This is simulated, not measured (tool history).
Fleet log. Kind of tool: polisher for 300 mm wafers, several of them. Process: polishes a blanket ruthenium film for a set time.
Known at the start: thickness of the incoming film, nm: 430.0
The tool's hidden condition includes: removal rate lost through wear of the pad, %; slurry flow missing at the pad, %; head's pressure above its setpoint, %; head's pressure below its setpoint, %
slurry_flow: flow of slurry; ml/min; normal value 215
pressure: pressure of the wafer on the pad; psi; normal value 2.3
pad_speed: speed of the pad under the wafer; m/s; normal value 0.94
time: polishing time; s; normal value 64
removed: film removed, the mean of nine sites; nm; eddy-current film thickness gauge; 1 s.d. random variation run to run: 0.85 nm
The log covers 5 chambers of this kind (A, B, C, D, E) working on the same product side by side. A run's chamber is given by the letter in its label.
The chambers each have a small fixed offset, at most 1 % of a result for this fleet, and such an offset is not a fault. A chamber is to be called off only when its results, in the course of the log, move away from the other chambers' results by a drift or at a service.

run	hour	slurry_flow	pressure	pad_speed	time	wafers polished on this pad	hours since the slurry nozzle was cleaned	hours since the head pressure was calibrated	removed
1C	5.5	215	2.3	0.94	64	383	505.0	35.5	66.278
2E	10.7	215	2.3	0.94	64	276	153.3	181.7	64.915
3D	13.8	215	2.3	0.94	64	178	72.3	399.7	65.730
4A	19.5	215	2.3	0.94	64	987	79.9	115.5	66.482
5B	25.7	215	2.3	0.94	64	337	271.4	703.9	64.942
6E	31.3	215	2.3	0.94	64	421	173.9	202.3	66.264
# hour 31.6: chamber B: slurry nozzle cleaned
7D	35.0	215	2.3	0.94	64	327	93.5	420.9	65.680
8B	41.3	215	2.3	0.94	64	447	9.8	719.5	67.413
9C	46.2	215	2.3	0.94	64	669	545.7	76.2	65.958
10A	50.4	150	1.9	0.94	64	1204	110.8	146.4	52.809
11C	54.6	150	1.9	0.94	64	728	554.1	84.6	51.276
12A	59.9	150	1.9	0.94	64	1271	120.3	155.9	51.691
13D	64.1	150	1.9	0.94	64	532	122.6	450.0	51.221
14E	68.3	150	1.9	0.94	64	681	210.9	239.3	51.111
# hour 71.7: chamber A: worn pad replaced by a new one
15B	73.1	215	2.3	0.82	64	670	41.6	751.3	57.228
16C	79.5	215	2.3	0.82	64	903	579.0	109.5	57.437
# hour 84.5: chamber C: worn pad replaced by a new one
17B	86.4	215	2.3	0.82	64	764	54.9	764.6	57.002
18D	92.2	215	2.3	0.82	64	729	150.7	478.1	57.742
19A	95.5	215	2.3	0.82	64	167	155.9	191.5	58.123
20E	98.7	215	2.3	0.94	64	895	241.3	269.7	67.812
21A	101.8	215	2.3	0.94	64	212	162.2	197.8	67.645
# hour 106.4: chamber C: slurry nozzle cleaned
22B	107.5	215	2.3	0.94	64	912	76.0	785.7	64.690
23C	113.4	215	2.3	0.94	64	203	7.0	143.4	65.118
24E	118.6	215	2.3	0.94	64	1034	261.2	289.6	67.847
25D	124.9	215	2.3	0.94	64	959	183.4	510.8	66.631
26D	131.7	215	2.3	0.94	64	1007	190.2	517.6	66.265
# hour 136.0: chamber E: worn pad replaced by a new one
27B	138.2	240	2.3	0.94	64	1128	106.7	816.4	64.531
# hour 139.6: chamber D: worn pad replaced by a new one
28A	145.1	240	2.3	0.94	64	516	205.5	241.1	67.418
29C	151.1	240	2.3	0.94	64	468	44.7	181.1	67.871
# hour 153.3: chamber B: worn pad replaced by a new one
30E	154.8	240	2.3	0.94	64	132	297.4	325.8	67.598
31A	161.6	240	2.3	0.94	64	632	222.0	257.6	68.148
32D	168.4	215	2.3	0.94	64	203	226.9	554.3	65.033
33E	174.2	215	2.3	0.94	64	268	316.8	345.2	66.084
34C	177.6	215	2.3	0.94	64	654	71.2	207.6	66.056
35B	182.9	215	2.3	0.94	64	208	151.4	861.1	61.201
36D	187.2	215	2.3	0.66	72	335	245.7	573.1	52.019
37C	193.0	215	2.3	0.66	72	762	86.6	223.0	51.758
38A	198.3	215	2.3	0.66	72	890	258.7	294.3	53.505
39B	203.9	215	2.3	0.66	72	355	172.4	882.1	47.278
40E	208.6	215	2.3	0.66	72	510	351.2	379.6	51.887
41D	214.1	215	2.3	0.94	64	524	272.6	600.0	66.594

All chambers now run identical settings, listed one chamber a line with results as question marks. What results will each chamber show?
42A	219.1	215	2.3	0.94	64				?
42B	219.1	215	2.3	0.94	64				?
42C	219.1	215	2.3	0.94	64				?
42D	219.1	215	2.3	0.94	64				?
42E	219.1	215	2.3	0.94	64				?

run	removed
42A	67.236
42B	58.816
42C	67.087
42D	66.449
42E	65.761
